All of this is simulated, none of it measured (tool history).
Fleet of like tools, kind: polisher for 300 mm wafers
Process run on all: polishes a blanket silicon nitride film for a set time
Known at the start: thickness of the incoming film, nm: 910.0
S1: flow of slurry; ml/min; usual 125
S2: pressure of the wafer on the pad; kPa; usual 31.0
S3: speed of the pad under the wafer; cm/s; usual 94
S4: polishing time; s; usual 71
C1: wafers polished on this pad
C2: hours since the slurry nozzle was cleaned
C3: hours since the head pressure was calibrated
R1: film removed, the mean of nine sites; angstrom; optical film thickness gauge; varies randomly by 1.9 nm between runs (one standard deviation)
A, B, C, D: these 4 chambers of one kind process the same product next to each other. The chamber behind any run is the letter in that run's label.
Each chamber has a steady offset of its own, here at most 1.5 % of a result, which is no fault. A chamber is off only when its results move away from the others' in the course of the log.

At hour 2.1: chamber C: slurry nozzle cleaned.
Run 1A, hour 13.3: usual settings; C1 274; C2 461.7; C3 329.3. Result: R1 1508.0 angstrom.
At hour 24.3: chamber B: worn pad replaced by a new one.
Run 2C, hour 25.9: usual settings; C1 534; C2 23.9; C3 252.5. Result: R1 1511.6 angstrom.
Run 3B, hour 32.2: usual settings; C1 120; C2 366.3; C3 692.5. Result: R1 1506.9 angstrom.
At hour 35.7: chamber A: slurry nozzle cleaned.
At hour 37.6: chamber A: head pressure recalibrated.
At hour 38.1: chamber D: worn pad replaced by a new one.
At hour 40.9: chamber A: worn pad replaced by a new one.
Run 4D, hour 43.2: usual settings; C1 78; C2 336.2; C3 531.4. Result: R1 1522.3 angstrom.
At hour 50.2: chamber C: worn pad replaced by a new one.
Run 5C, hour 54.3: usual settings but S2 40.7 kPa; C1 62; C2 52.3; C3 280.9. Result: R1 1992.8 angstrom.
Run 6D, hour 63.9: usual settings but S2 40.7 kPa; C1 393; C2 356.9; C3 552.1. Result: R1 1980.5 angstrom.
Run 7A, hour 71.6: usual settings but S2 40.7 kPa; C1 468; C2 36.0; C3 34.1. Result: R1 1996.5 angstrom.
Run 8B, hour 81.7: usual settings but S2 40.7 kPa; C1 875; C2 415.8; C3 742.0. Result: R1 1967.0 angstrom.
At hour 85.6: chamber B: head pressure recalibrated.
Run 9A, hour 91.3: usual settings; C1 769; C2 55.7; C3 53.8. Result: R1 1511.3 angstrom.
At hour 95.5: chamber A: worn pad replaced by a new one.
Run 10B, hour 104.0: usual settings; C1 1215; C2 438.1; C3 18.4. Result: R1 1522.1 angstrom.
At hour 110.5: chamber B: worn pad replaced by a new one.
At hour 111.4: chamber D: worn pad replaced by a new one.
Run 11C, hour 115.0: usual settings; C1 988; C2 113.0; C3 341.6. Result: R1 1524.3 angstrom.
At hour 117.1: chamber C: worn pad replaced by a new one.
Run 12D, hour 124.6: usual settings; C1 202; C2 417.6; C3 612.8. Result: R1 1488.0 angstrom.
Run 13A, hour 133.5: usual settings but S1 100 ml/min, S4 89 s; C1 579; C2 97.9; C3 96.0. Result: R1 1766.0 angstrom.
Run 14D, hour 139.5: usual settings but S1 100 ml/min, S4 89 s; C1 429; C2 432.5; C3 627.7. Result: R1 1775.2 angstrom.
At hour 141.6: chamber A: worn pad replaced by a new one.
Run 15B, hour 149.9: usual settings but S1 100 ml/min, S4 89 s; C1 602; C2 484.0; C3 64.3. Result: R1 1762.8 angstrom.
Run 16C, hour 157.3: usual settings but S1 100 ml/min, S4 89 s; C1 613; C2 155.3; C3 383.9. Result: R1 1824.0 angstrom.
Run 17D, hour 170.6: usual settings; C1 903; C2 463.6; C3 658.8. Result: R1 1491.0 angstrom.
At hour 174.3: chamber D: head pressure recalibrated.
Run 18A, hour 179.1: usual settings; C1 573; C2 143.5; C3 141.6. Result: R1 1516.8 angstrom.
At hour 181.3: chamber D: worn pad replaced by a new one.
At hour 184.2: chamber C: worn pad replaced by a new one.
Run 19B, hour 189.0: usual settings; C1 1198; C2 523.1; C3 103.4. Result: R1 1512.2 angstrom.
At hour 198.9: chamber A: worn pad replaced by a new one.
Run 20C, hour 199.2: usual settings; C1 230; C2 197.2; C3 425.8. Result: R1 1528.6 angstrom.
Run 21D, hour 205.3: usual settings; C1 366; C2 498.3; C3 31.0. Result: R1 1480.7 angstrom.
At hour 206.3: chamber B: worn pad replaced by a new one.
Run 22C, hour 211.9: usual settings but S2 22.1 kPa, S3 124 cm/s; C1 423; C2 209.9; C3 438.5. Result: R1 1338.0 angstrom.
Run 23A, hour 225.2: usual settings but S2 22.1 kPa, S3 124 cm/s; C1 401; C2 189.6; C3 187.7. Result: R1 1355.5 angstrom.
Run 24B, hour 237.0: usual settings but S2 22.1 kPa, S3 124 cm/s; C1 469; C2 571.1; C3 151.4. Result: R1 1399.1 angstrom.
At hour 244.7: chamber A: worn pad replaced by a new one.
Run 25A, hour 250.6: usual settings but S2 22.1 kPa, S3 124 cm/s; C1 90; C2 215.0; C3 213.1. Result: R1 1376.7 angstrom.

Next, every chamber runs the same settings. What will each give?
Run 26A, hour 260.6: usual settings but S3 110 cm/s. Result: R1 ?.
Run 26B, hour 260.6: usual settings but S3 110 cm/s. Result: R1 ?.
Run 26C, hour 260.6: usual settings but S3 110 cm/s. Result: R1 ?.
Run 26D, hour 260.6: usual settings but S3 110 cm/s. Result: R1 ?.

run      R1
26A  1735.9
26B  1665.6
26C  1701.6
26D  1667.7
